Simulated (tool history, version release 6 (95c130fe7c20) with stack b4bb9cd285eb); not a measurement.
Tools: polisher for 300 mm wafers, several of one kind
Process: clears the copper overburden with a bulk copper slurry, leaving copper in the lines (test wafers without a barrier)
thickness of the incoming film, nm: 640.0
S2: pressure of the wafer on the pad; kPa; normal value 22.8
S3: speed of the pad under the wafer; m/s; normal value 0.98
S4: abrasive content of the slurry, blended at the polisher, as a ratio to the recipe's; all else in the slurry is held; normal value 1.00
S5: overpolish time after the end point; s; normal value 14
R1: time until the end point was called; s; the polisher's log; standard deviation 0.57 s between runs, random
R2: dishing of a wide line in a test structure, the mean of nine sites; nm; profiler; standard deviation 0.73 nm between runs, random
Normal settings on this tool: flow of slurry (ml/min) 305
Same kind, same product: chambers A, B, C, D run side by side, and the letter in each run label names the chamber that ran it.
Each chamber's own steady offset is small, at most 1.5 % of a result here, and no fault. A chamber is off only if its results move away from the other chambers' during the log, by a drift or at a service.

{"run": "1B", "hour": 4.6, "flow of slurry (ml/min)": 305, "S2": 22.8, "S3": 0.98, "S4": 1.0, "S5": 14, "R1": 57.434, "R2": 37.61}
{"run": "2A", "hour": 7.7, "flow of slurry (ml/min)": 305, "S2": 22.8, "S3": 0.98, "S4": 1.0, "S5": 14, "R1": 58.021, "R2": 36.819}
{"hour": 10.4, "done": "chamber C: slurry blender recalibrated"}
{"run": "3D", "hour": 11.3, "flow of slurry (ml/min)": 305, "S2": 22.8, "S3": 0.98, "S4": 1.0, "S5": 14, "R1": 55.968, "R2": 36.021}
{"hour": 12.3, "done": "chamber A: worn pad replaced by a new one"}
{"run": "4C", "hour": 16.0, "flow of slurry (ml/min)": 305, "S2": 22.8, "S3": 0.98, "S4": 1.0, "S5": 14, "R1": 55.888, "R2": 38.176}
{"hour": 17.0, "done": "chamber C: worn pad replaced by a new one"}
{"hour": 18.0, "done": "chamber D: worn pad replaced by a new one"}
{"run": "5D", "hour": 21.7, "flow of slurry (ml/min)": 305, "S2": 22.8, "S3": 0.98, "S4": 1.0, "S5": 14, "R1": 56.367, "R2": 37.18}
{"run": "6C", "hour": 25.9, "flow of slurry (ml/min)": 305, "S2": 22.8, "S3": 0.98, "S4": 1.0, "S5": 14, "R1": 55.687, "R2": 36.212}
{"run": "7B", "hour": 28.5, "flow of slurry (ml/min)": 305, "S2": 22.8, "S3": 0.98, "S4": 1.0, "S5": 10, "R1": 57.228, "R2": 34.365}
{"hour": 30.6, "done": "chamber B: worn pad replaced by a new one"}
{"run": "8A", "hour": 31.5, "flow of slurry (ml/min)": 305, "S2": 22.8, "S3": 0.98, "S4": 1.0, "S5": 10, "R1": 57.768, "R2": 34.181}
{"run": "9D", "hour": 34.7, "flow of slurry (ml/min)": 305, "S2": 22.8, "S3": 0.98, "S4": 1.0, "S5": 10, "R1": 56.328, "R2": 34.478}
{"run": "10C", "hour": 39.8, "flow of slurry (ml/min)": 305, "S2": 22.8, "S3": 0.98, "S4": 1.0, "S5": 10, "R1": 54.509, "R2": 34.765}
{"run": "11B", "hour": 44.1, "flow of slurry (ml/min)": 305, "S2": 22.8, "S3": 0.98, "S4": 1.0, "S5": 14, "R1": 56.187, "R2": 37.42}
{"run": "12A", "hour": 48.2, "flow of slurry (ml/min)": 305, "S2": 30.3, "S3": 0.98, "S4": 1.0, "S5": 14, "R1": 43.225, "R2": 39.588}
{"run": "13A", "hour": 52.9, "flow of slurry (ml/min)": 305, "S2": 30.3, "S3": 0.98, "S4": 1.0, "S5": 14, "R1": 42.408, "R2": 37.061}
{"run": "14C", "hour": 56.7, "flow of slurry (ml/min)": 305, "S2": 30.3, "S3": 0.98, "S4": 1.0, "S5": 14, "R1": 41.45, "R2": 38.828}
{"run": "15D", "hour": 61.4, "flow of slurry (ml/min)": 305, "S2": 30.3, "S3": 0.98, "S4": 1.0, "S5": 14, "R1": 42.061, "R2": 39.838}
{"run": "16B", "hour": 64.2, "flow of slurry (ml/min)": 305, "S2": 22.8, "S3": 0.98, "S4": 1.0, "S5": 14, "R1": 55.762, "R2": 35.947}
{"run": "17B", "hour": 68.2, "flow of slurry (ml/min)": 305, "S2": 22.8, "S3": 0.98, "S4": 1.0, "S5": 14, "R1": 57.374, "R2": 37.049}
{"run": "18D", "hour": 71.8, "flow of slurry (ml/min)": 265, "S2": 22.8, "S3": 0.98, "S4": 1.0, "S5": 14, "R1": 57.687, "R2": 37.278}
{"hour": 74.0, "done": "chamber A: worn pad replaced by a new one"}
{"run": "19A", "hour": 75.3, "flow of slurry (ml/min)": 265, "S2": 22.8, "S3": 0.98, "S4": 1.0, "S5": 14, "R1": 57.433, "R2": 36.347}
{"run": "20C", "hour": 79.2, "flow of slurry (ml/min)": 265, "S2": 22.8, "S3": 0.98, "S4": 1.0, "S5": 14, "R1": 55.796, "R2": 35.437}
{"run": "21D", "hour": 84.9, "flow of slurry (ml/min)": 265, "S2": 22.8, "S3": 0.98, "S4": 1.0, "S5": 14, "R1": 56.135, "R2": 36.221}
{"hour": 90.4, "done": "chamber D: slurry blender recalibrated"}
{"run": "22A", "hour": 90.6, "flow of slurry (ml/min)": 305, "S2": 22.8, "S3": 0.98, "S4": 1.15, "S5": 6, "R1": 55.271, "R2": 29.313}
{"run": "23C", "hour": 94.4, "flow of slurry (ml/min)": 305, "S2": 22.8, "S3": 0.98, "S4": 1.15, "S5": 6, "R1": 54.757, "R2": 28.755}
{"run": "24B", "hour": 98.7, "flow of slurry (ml/min)": 305, "S2": 22.8, "S3": 0.98, "S4": 1.15, "S5": 6, "R1": 55.271, "R2": 29.168}
{"run": "25C", "hour": 102.5, "flow of slurry (ml/min)": 305, "S2": 22.8, "S3": 0.98, "S4": 1.15, "S5": 6, "R1": 55.82, "R2": 29.307}
{"run": "26B", "hour": 105.9, "flow of slurry (ml/min)": 305, "S2": 22.8, "S3": 0.74, "S4": 1.0, "S5": 17, "R1": 75.603, "R2": 37.113}
{"run": "27D", "hour": 108.8, "flow of slurry (ml/min)": 305, "S2": 22.8, "S3": 0.74, "S4": 1.0, "S5": 17, "R1": 73.935, "R2": 36.051}
{"hour": 109.5, "done": "chamber B: slurry nozzle cleaned"}
{"run": "28A", "hour": 113.2, "flow of slurry (ml/min)": 305, "S2": 22.8, "S3": 0.74, "S4": 1.0, "S5": 17, "R1": 76.714, "R2": 38.27}
{"run": "29A", "hour": 117.9, "flow of slurry (ml/min)": 305, "S2": 22.8, "S3": 0.74, "S4": 1.0, "S5": 17, "R1": 75.859, "R2": 35.807}
{"hour": 121.3, "done": "chamber C: slurry nozzle cleaned"}
{"hour": 122.3, "done": "chamber C: worn pad replaced by a new one"}
{"run": "30D", "hour": 123.7, "flow of slurry (ml/min)": 305, "S2": 22.8, "S3": 0.98, "S4": 1.0, "S5": 14, "R1": 56.24, "R2": 37.17}
{"run": "31B", "hour": 127.3, "flow of slurry (ml/min)": 305, "S2": 22.8, "S3": 0.98, "S4": 1.0, "S5": 14, "R1": 56.299, "R2": 36.72}
{"run": "32C", "hour": 130.9, "flow of slurry (ml/min)": 305, "S2": 22.8, "S3": 0.98, "S4": 1.0, "S5": 14, "R1": 55.637, "R2": 37.894}
{"run": "33B", "hour": 134.5, "flow of slurry (ml/min)": 305, "S2": 22.8, "S3": 0.98, "S4": 1.0, "S5": 14, "R1": 57.07, "R2": 37.121}
{"run": "34A", "hour": 137.2, "flow of slurry (ml/min)": 305, "S2": 22.8, "S3": 0.98, "S4": 1.0, "S5": 14, "R1": 58.144, "R2": 37.298}
{"run": "35C", "hour": 140.9, "flow of slurry (ml/min)": 305, "S2": 22.8, "S3": 0.98, "S4": 1.0, "S5": 14, "R1": 56.914, "R2": 36.92}
{"run": "36D", "hour": 144.6, "flow of slurry (ml/min)": 305, "S2": 22.8, "S3": 0.98, "S4": 1.0, "S5": 14, "R1": 55.943, "R2": 38.098}
{"run": "37C", "hour": 149.2, "flow of slurry (ml/min)": 305, "S2": 22.8, "S3": 0.98, "S4": 1.0, "S5": 14, "R1": 56.314, "R2": 37.58}
{"hour": 151.9, "done": "chamber B: worn pad replaced by a new one"}
{"hour": 152.2, "done": "chamber A: worn pad replaced by a new one"}
{"run": "38D", "hour": 154.7, "flow of slurry (ml/min)": 385, "S2": 30.3, "S3": 0.98, "S4": 1.0, "S5": 14, "R1": 41.786, "R2": 39.728}
{"run": "39B", "hour": 158.3, "flow of slurry (ml/min)": 385, "S2": 30.3, "S3": 0.98, "S4": 1.0, "S5": 14, "R1": 42.602, "R2": 39.971}
{"hour": 158.9, "done": "chamber D: worn pad replaced by a new one"}
{"run": "40A", "hour": 161.6, "flow of slurry (ml/min)": 385, "S2": 30.3, "S3": 0.98, "S4": 1.0, "S5": 14, "R1": 42.016, "R2": 38.228}
{"run": "41C", "hour": 166.4, "flow of slurry (ml/min)": 385, "S2": 30.3, "S3": 0.98, "S4": 1.0, "S5": 14, "R1": 41.527, "R2": 38.891}
{"hour": 167.4, "done": "chamber D: slurry nozzle cleaned"}
{"run": "42A", "hour": 169.8, "flow of slurry (ml/min)": 305, "S2": 22.8, "S3": 0.98, "S4": 1.0, "S5": 14, "R1": 57.635, "R2": 36.749}
{"run": "43D", "hour": 174.5, "flow of slurry (ml/min)": 305, "S2": 22.8, "S3": 0.98, "S4": 1.0, "S5": 14, "R1": 55.208, "R2": 37.233}

For the next run the whole fleet of 4 chambers uses the same settings. Give each chamber's results:
{"run": "44A", "hour": 178.8, "flow of slurry (ml/min)": 305, "S2": 18.6, "S3": 0.98, "S4": 1.0, "S5": 14, "R1": "?", "R2": "?"}
{"run": "44B", "hour": 178.8, "flow of slurry (ml/min)": 305, "S2": 18.6, "S3": 0.98, "S4": 1.0, "S5": 14, "R1": "?", "R2": "?"}
{"run": "44C", "hour": 178.8, "flow of slurry (ml/min)": 305, "S2": 18.6, "S3": 0.98, "S4": 1.0, "S5": 14, "R1": "?", "R2": "?"}
{"run": "44D", "hour": 178.8, "flow of slurry (ml/min)": 305, "S2": 18.6, "S3": 0.98, "S4": 1.0, "S5": 14, "R1": "?", "R2": "?"}

run=44A R1=69.602 R2=35.141
run=44B R1=69.093 R2=34.540
run=44C R1=68.697 R2=34.791
run=44D R1=68.623 R2=34.617
